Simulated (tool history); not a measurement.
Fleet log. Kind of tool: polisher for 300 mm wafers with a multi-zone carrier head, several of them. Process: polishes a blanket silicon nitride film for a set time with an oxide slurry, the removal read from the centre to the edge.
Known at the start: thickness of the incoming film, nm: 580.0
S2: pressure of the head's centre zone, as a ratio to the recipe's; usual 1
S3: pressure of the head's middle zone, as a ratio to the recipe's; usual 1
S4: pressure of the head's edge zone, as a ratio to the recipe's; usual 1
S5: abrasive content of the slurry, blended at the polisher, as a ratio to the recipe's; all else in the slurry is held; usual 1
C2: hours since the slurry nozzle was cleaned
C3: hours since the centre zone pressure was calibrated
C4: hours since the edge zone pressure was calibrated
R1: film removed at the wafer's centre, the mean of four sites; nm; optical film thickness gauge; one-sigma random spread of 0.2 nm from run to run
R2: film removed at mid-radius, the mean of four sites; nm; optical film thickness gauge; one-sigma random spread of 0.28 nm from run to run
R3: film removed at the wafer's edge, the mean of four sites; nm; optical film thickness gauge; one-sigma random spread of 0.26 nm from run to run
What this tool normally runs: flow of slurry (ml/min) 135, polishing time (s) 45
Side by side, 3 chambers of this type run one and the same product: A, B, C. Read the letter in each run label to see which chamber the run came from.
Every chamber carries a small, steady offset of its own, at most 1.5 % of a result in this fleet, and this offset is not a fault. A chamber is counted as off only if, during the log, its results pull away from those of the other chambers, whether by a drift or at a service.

{"hour": 0.6, "done": "chamber A: worn pad replaced by a new one"}
{"run": "1B", "hour": 5.1, "flow of slurry (ml/min)": 135, "S2": 1, "S3": 1, "S4": 1, "S5": 1, "polishing time (s)": 45, "wafers polished on this pad": 722, "C2": 310.1, "C3": 1162.7, "C4": 468.4, "R1": 27.168, "R2": 27.571, "R3": 28.01}
{"run": "2C", "hour": 11.9, "flow of slurry (ml/min)": 135, "S2": 1, "S3": 1, "S4": 1, "S5": 1, "polishing time (s)": 45, "wafers polished on this pad": 1214, "C2": 152.8, "C3": 239.9, "C4": 759, "R1": 27.454, "R2": 27.754, "R3": 27.054}
{"hour": 16.0, "done": "chamber B: worn pad replaced by a new one"}
{"run": "3A", "hour": 16.5, "flow of slurry (ml/min)": 135, "S2": 1, "S3": 1, "S4": 1, "S5": 1, "polishing time (s)": 45, "wafers polished on this pad": 105, "C2": 266.8, "C3": 18.3, "C4": 169.5, "R1": 27.467, "R2": 27.816, "R3": 27.453}
{"run": "4C", "hour": 20.4, "flow of slurry (ml/min)": 135, "S2": 1, "S3": 1, "S4": 1, "S5": 1, "polishing time (s)": 45, "wafers polished on this pad": 1271, "C2": 161.3, "C3": 248.4, "C4": 767.5, "R1": 27.578, "R2": 27.415, "R3": 27.66}
{"run": "5B", "hour": 26.6, "flow of slurry (ml/min)": 135, "S2": 1, "S3": 1, "S4": 1, "S5": 1, "polishing time (s)": 45, "wafers polished on this pad": 70, "C2": 331.6, "C3": 1184.2, "C4": 489.9, "R1": 27.587, "R2": 27.409, "R3": 27.786}
{"run": "6A", "hour": 33.0, "flow of slurry (ml/min)": 135, "S2": 1, "S3": 1, "S4": 1, "S5": 1, "polishing time (s)": 45, "wafers polished on this pad": 215, "C2": 283.3, "C3": 34.8, "C4": 186, "R1": 27.381, "R2": 27.17, "R3": 27.199}
{"run": "7A", "hour": 39.6, "flow of slurry (ml/min)": 135, "S2": 1, "S3": 1, "S4": 1, "S5": 1, "polishing time (s)": 45, "wafers polished on this pad": 259, "C2": 289.9, "C3": 41.4, "C4": 192.6, "R1": 27.456, "R2": 26.92, "R3": 27.103}
{"run": "8B", "hour": 46.8, "flow of slurry (ml/min)": 155, "S2": 1.09, "S3": 1, "S4": 1, "S5": 1, "polishing time (s)": 45, "wafers polished on this pad": 205, "C2": 351.8, "C3": 1204.4, "C4": 510.1, "R1": 31.233, "R2": 27.854, "R3": 28.105}
{"run": "9C", "hour": 54.0, "flow of slurry (ml/min)": 155, "S2": 1.09, "S3": 1, "S4": 1, "S5": 1, "polishing time (s)": 45, "wafers polished on this pad": 1494, "C2": 194.9, "C3": 282, "C4": 801.1, "R1": 31.107, "R2": 28.342, "R3": 28.224}
{"run": "10B", "hour": 58.3, "flow of slurry (ml/min)": 155, "S2": 1.09, "S3": 1, "S4": 1, "S5": 1, "polishing time (s)": 45, "wafers polished on this pad": 281, "C2": 363.3, "C3": 1215.9, "C4": 521.6, "R1": 31.37, "R2": 28.143, "R3": 28.559}
{"hour": 58.5, "done": "chamber C: worn pad replaced by a new one"}
{"run": "11A", "hour": 66.3, "flow of slurry (ml/min)": 135, "S2": 1, "S3": 1, "S4": 1, "S5": 1, "polishing time (s)": 45, "wafers polished on this pad": 436, "C2": 316.6, "C3": 68.1, "C4": 219.3, "R1": 27.271, "R2": 27.517, "R3": 27.472}
{"run": "12C", "hour": 70.6, "flow of slurry (ml/min)": 135, "S2": 1, "S3": 1, "S4": 1, "S5": 1, "polishing time (s)": 45, "wafers polished on this pad": 81, "C2": 211.5, "C3": 298.6, "C4": 817.7, "R1": 27.363, "R2": 27.181, "R3": 27.388}
{"hour": 72.5, "done": "chamber A: worn pad replaced by a new one"}
{"run": "13C", "hour": 76.4, "flow of slurry (ml/min)": 135, "S2": 1, "S3": 1, "S4": 1, "S5": 1, "polishing time (s)": 45, "wafers polished on this pad": 119, "C2": 217.3, "C3": 304.4, "C4": 823.5, "R1": 27.425, "R2": 27.284, "R3": 27.275}
{"hour": 79.8, "done": "chamber A: slurry nozzle cleaned"}
{"run": "14B", "hour": 81.3, "flow of slurry (ml/min)": 135, "S2": 1, "S3": 1, "S4": 1, "S5": 1, "polishing time (s)": 45, "wafers polished on this pad": 434, "C2": 386.3, "C3": 1238.9, "C4": 544.6, "R1": 27.572, "R2": 27.295, "R3": 27.415}
{"run": "15A", "hour": 85.7, "flow of slurry (ml/min)": 135, "S2": 1, "S3": 1, "S4": 1, "S5": 1, "polishing time (s)": 45, "wafers polished on this pad": 87, "C2": 5.9, "C3": 87.5, "C4": 238.7, "R1": 27.352, "R2": 27.067, "R3": 27.778}
{"hour": 86.5, "done": "chamber B: centre zone pressure recalibrated"}
{"hour": 91.6, "done": "chamber C: slurry nozzle cleaned"}
{"run": "16C", "hour": 94.3, "flow of slurry (ml/min)": 135, "S2": 1, "S3": 1, "S4": 1, "S5": 1, "polishing time (s)": 45, "wafers polished on this pad": 238, "C2": 2.8, "C3": 322.3, "C4": 841.4, "R1": 27.794, "R2": 27.715, "R3": 27.648}
{"run": "17A", "hour": 100.1, "flow of slurry (ml/min)": 135, "S2": 1.09, "S3": 1, "S4": 0.93, "S5": 1, "polishing time (s)": 45, "wafers polished on this pad": 183, "C2": 20.3, "C3": 101.9, "C4": 253.1, "R1": 30.386, "R2": 27.519, "R3": 26.421}
{"run": "18B", "hour": 105.4, "flow of slurry (ml/min)": 135, "S2": 1.09, "S3": 1, "S4": 0.93, "S5": 1, "polishing time (s)": 45, "wafers polished on this pad": 594, "C2": 410.4, "C3": 19, "C4": 568.7, "R1": 29.263, "R2": 27.415, "R3": 26.398}
{"run": "19B", "hour": 114.0, "flow of slurry (ml/min)": 135, "S2": 1.09, "S3": 1, "S4": 0.93, "S5": 1, "polishing time (s)": 45, "wafers polished on this pad": 651, "C2": 419, "C3": 27.6, "C4": 577.3, "R1": 28.906, "R2": 27.53, "R3": 26.984}
{"hour": 118.3, "done": "chamber B: worn pad replaced by a new one"}
{"run": "20C", "hour": 121.4, "flow of slurry (ml/min)": 135, "S2": 1, "S3": 1, "S4": 1, "S5": 1, "polishing time (s)": 45, "wafers polished on this pad": 418, "C2": 29.9, "C3": 349.4, "C4": 868.5, "R1": 27.712, "R2": 27.019, "R3": 27.185}
{"run": "21A", "hour": 127.1, "flow of slurry (ml/min)": 135, "S2": 1, "S3": 1, "S4": 1, "S5": 1, "polishing time (s)": 45, "wafers polished on this pad": 363, "C2": 47.3, "C3": 128.9, "C4": 280.1, "R1": 27.707, "R2": 27.354, "R3": 27.503}
{"run": "22B", "hour": 134.4, "flow of slurry (ml/min)": 155, "S2": 1.11, "S3": 1, "S4": 1, "S5": 1, "polishing time (s)": 45, "wafers polished on this pad": 107, "C2": 439.4, "C3": 48, "C4": 597.7, "R1": 30.136, "R2": 28.463, "R3": 28.406}
{"run": "23A", "hour": 138.2, "flow of slurry (ml/min)": 155, "S2": 1.11, "S3": 1, "S4": 1, "S5": 1, "polishing time (s)": 45, "wafers polished on this pad": 436, "C2": 58.4, "C3": 140, "C4": 291.2, "R1": 31.47, "R2": 28.007, "R3": 28.283}
{"run": "24C", "hour": 143.3, "flow of slurry (ml/min)": 155, "S2": 1.11, "S3": 1, "S4": 1, "S5": 1, "polishing time (s)": 45, "wafers polished on this pad": 564, "C2": 51.8, "C3": 371.3, "C4": 890.4, "R1": 31.57, "R2": 28.369, "R3": 27.985}
{"hour": 144.1, "done": "chamber A: worn pad replaced by a new one"}
{"run": "25C", "hour": 149.1, "flow of slurry (ml/min)": 135, "S2": 1, "S3": 1, "S4": 1, "S5": 1, "polishing time (s)": 45, "wafers polished on this pad": 603, "C2": 57.6, "C3": 377.1, "C4": 896.2, "R1": 27.705, "R2": 27.475, "R3": 27.274}
{"run": "26B", "hour": 155.4, "flow of slurry (ml/min)": 135, "S2": 1, "S3": 1, "S4": 1, "S5": 1, "polishing time (s)": 45, "wafers polished on this pad": 247, "C2": 460.4, "C3": 69, "C4": 618.7, "R1": 26.825, "R2": 27.252, "R3": 27.912}
{"run": "27A", "hour": 161.9, "flow of slurry (ml/min)": 135, "S2": 1, "S3": 1, "S4": 1, "S5": 1, "polishing time (s)": 45, "wafers polished on this pad": 118, "C2": 82.1, "C3": 163.7, "C4": 314.9, "R1": 27.63, "R2": 27.125, "R3": 27.366}
{"run": "28C", "hour": 169.6, "flow of slurry (ml/min)": 135, "S2": 1, "S3": 1.11, "S4": 0.92, "S5": 1, "polishing time (s)": 45, "wafers polished on this pad": 739, "C2": 78.1, "C3": 397.6, "C4": 916.7, "R1": 27.37, "R2": 29.886, "R3": 26.328}
{"run": "29A", "hour": 175.1, "flow of slurry (ml/min)": 135, "S2": 1, "S3": 1.11, "S4": 0.92, "S5": 1, "polishing time (s)": 45, "wafers polished on this pad": 206, "C2": 95.3, "C3": 176.9, "C4": 328.1, "R1": 27.705, "R2": 30.392, "R3": 25.934}
{"run": "30B", "hour": 180.8, "flow of slurry (ml/min)": 135, "S2": 1, "S3": 1.11, "S4": 0.92, "S5": 1, "polishing time (s)": 45, "wafers polished on this pad": 415, "C2": 485.8, "C3": 94.4, "C4": 644.1, "R1": 26.384, "R2": 30.586, "R3": 26.735}

One chamber off, gauge drift, or nothing amiss beyond the chambers' own small offsets? If it is a chamber, which one, and what is the likeliest cause?

A service on chamber B put it out of line with the rest.
Most likely cause: centre zone's pressure below its setpoint, % = 3.56.

Below are 4 candidate recipes for chamber B's next run, each the usual settings with a change, their results shown as question marks. Which of them brings B's results back in line with what the other chambers give on the usual settings?
In-line tolerance around the mean of the other chambers on the usual settings: R1 0.71 nm; R2 0.98 nm; R3 0.9 nm
{"run": "31B-1", "hour": 187.0, "flow of slurry (ml/min)": 140, "S2": 1.09, "S3": 1, "S4": 0.96, "S5": 1, "polishing time (s)": 44, "R1": "?", "R2": "?", "R3": "?"}
{"run": "31B-2", "hour": 187.0, "flow of slurry (ml/min)": 130, "S2": 0.91, "S3": 1, "S4": 1.04, "S5": 1, "polishing time (s)": 46, "R1": "?", "R2": "?", "R3": "?"}
{"run": "31B-3", "hour": 187.0, "flow of slurry (ml/min)": 130, "S2": 0.96, "S3": 1, "S4": 1.02, "S5": 1, "polishing time (s)": 46, "R1": "?", "R2": "?", "R3": "?"}
{"run": "31B-4", "hour": 187.0, "flow of slurry (ml/min)": 140, "S2": 1.04, "S3": 1, "S4": 0.98, "S5": 1, "polishing time (s)": 45, "R1": "?", "R2": "?", "R3": "?"}

What the other chambers average on the usual settings: R1 27.535 nm; R2 27.39 nm; R3 27.42 nm
run=31B-1 R1=28.585 R2=27.083 R3=26.827
run=31B-2 R1=24.003 R2=27.902 R3=28.947
run=31B-3 R1=25.492 R2=27.895 R3=28.646
run=31B-4 R1=27.752 R2=27.705 R3=27.736
The right change is 31B-4: it brings the chamber back within the allowed miss of the others.
